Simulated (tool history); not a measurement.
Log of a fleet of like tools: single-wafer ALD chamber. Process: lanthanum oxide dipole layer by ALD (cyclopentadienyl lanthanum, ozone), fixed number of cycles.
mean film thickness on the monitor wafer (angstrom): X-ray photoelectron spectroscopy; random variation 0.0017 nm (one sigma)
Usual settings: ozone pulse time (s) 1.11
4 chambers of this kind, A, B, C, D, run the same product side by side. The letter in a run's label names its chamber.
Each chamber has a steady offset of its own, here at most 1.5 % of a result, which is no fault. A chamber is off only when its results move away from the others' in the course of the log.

| run | hour | ozone pulse time (s) | hours since the last thermocouple change | hours since the last ozone generator service | read-back reference wafer on the same gauge, thickness_nm | mean film thickness on the monitor wafer (angstrom) |
|---|---|---|---|---|---|---|
| 1D | 6.0 | 1.11 | 53.7 | 75.0 | 0.49849 | 5.1285 |
| 2C | 12.4 | 1.11 | 1458.5 | 435.8 | 0.49880 | 5.1407 |
| 3B | 22.2 | 1.11 | 196.5 | 1247.6 | 0.49919 | 5.0991 |
| 4A | 29.6 | 1.11 | 1451.1 | 540.7 | 0.49927 | 5.1787 |
| 5C | 38.2 | 1.11 | 1484.3 | 461.6 | 0.49856 | 5.1317 |
| 6D | 46.0 | 1.11 | 93.7 | 115.0 | 0.49921 | 5.1112 |
| 7B | 53.3 | 1.11 | 227.6 | 1278.7 | 0.49878 | 5.1227 |
| 8A | 57.6 | 1.11 | 1479.1 | 568.7 | 0.49873 | 5.2220 |
| 9C | 62.9 | 0.79 | 1509.0 | 486.3 | 0.49864 | 4.5598 |
| 10A | 68.1 | 0.79 | 1489.6 | 579.2 | 0.49869 | 4.6263 |
| 11D | 77.7 | 0.79 | 125.4 | 146.7 | 0.49872 | 4.5134 |
| 12B | 86.8 | 0.79 | 261.1 | 1312.2 | 0.49936 | 4.5687 |
| 13C | 95.4 | 1.11 | 1541.5 | 518.8 | 0.49908 | 5.1513 |
| 14D | 101.4 | 1.11 | 149.1 | 170.4 | 0.49909 | 5.0769 |
| 15B | 106.3 | 1.11 | 280.6 | 1331.7 | 0.49916 | 5.1062 |
| 16A | 111.6 | 1.11 | 1533.1 | 622.7 | 0.49906 | 5.1858 |
| 17C | 116.0 | 1.50 | 1562.1 | 539.4 | 0.49939 | 5.5161 |
| 18D | 121.2 | 1.50 | 168.9 | 190.2 | 0.49898 | 5.4729 |
| 19B | 128.3 | 1.50 | 302.6 | 1353.7 | 0.49937 | 5.4614 |
| 20A | 135.9 | 1.50 | 1557.4 | 647.0 | 0.49889 | 5.5715 |
| 21C | 145.1 | 1.11 | 1591.2 | 568.5 | 0.49927 | 5.1676 |
| 22A | 149.8 | 1.11 | 1571.3 | 660.9 | 0.49897 | 5.1919 |
| 23D | 156.5 | 1.11 | 204.2 | 225.5 | 0.49880 | 5.1236 |
| 24B | 165.1 | 1.11 | 339.4 | 1390.5 | 0.49905 | 5.1354 |
| 25A | 170.6 | 1.11 | 1592.1 | 681.7 | 0.49956 | 5.1957 |
| 26C | 179.3 | 1.11 | 1625.4 | 602.7 | 0.49877 | 5.1523 |
| 27B | 183.8 | 1.11 | 358.1 | 1409.2 | 0.49921 | 5.1173 |
| 28D | 191.8 | 1.11 | 239.5 | 260.8 | 0.49895 | 5.0895 |
|  | 198.0 | chamber A: thermocouple changed; heater temperature recalibrated |
| 29D | 200.5 | 1.11 | 248.2 | 269.5 | 0.49861 | 5.1271 |
| 30C | 208.3 | 1.11 | 1654.4 | 631.7 | 0.49903 | 5.1368 |
| 31A | 216.0 | 1.11 | 18.1 | 727.1 | 0.49900 | 5.1792 |
| 32B | 222.6 | 1.11 | 396.9 | 1448.0 | 0.49928 | 5.1389 |
| 33B | 228.6 | 1.11 | 402.9 | 1454.0 | 0.49935 | 5.1248 |
| 34D | 234.2 | 1.11 | 281.9 | 303.2 | 0.49939 | 5.1243 |

Next, every chamber runs the same settings. What will each give?
| 35A | 241.2 | 1.11 |  |  |  | ? |
| 35B | 241.2 | 1.11 |  |  |  | ? |
| 35C | 241.2 | 1.11 |  |  |  | ? |
| 35D | 241.2 | 1.11 |  |  |  | ? |

| run | mean film thickness on the monitor wafer (angstrom) |
|---|---|
| 35A | 5.2015 |
| 35B | 5.1319 |
| 35C | 5.1360 |
| 35D | 5.1109 |
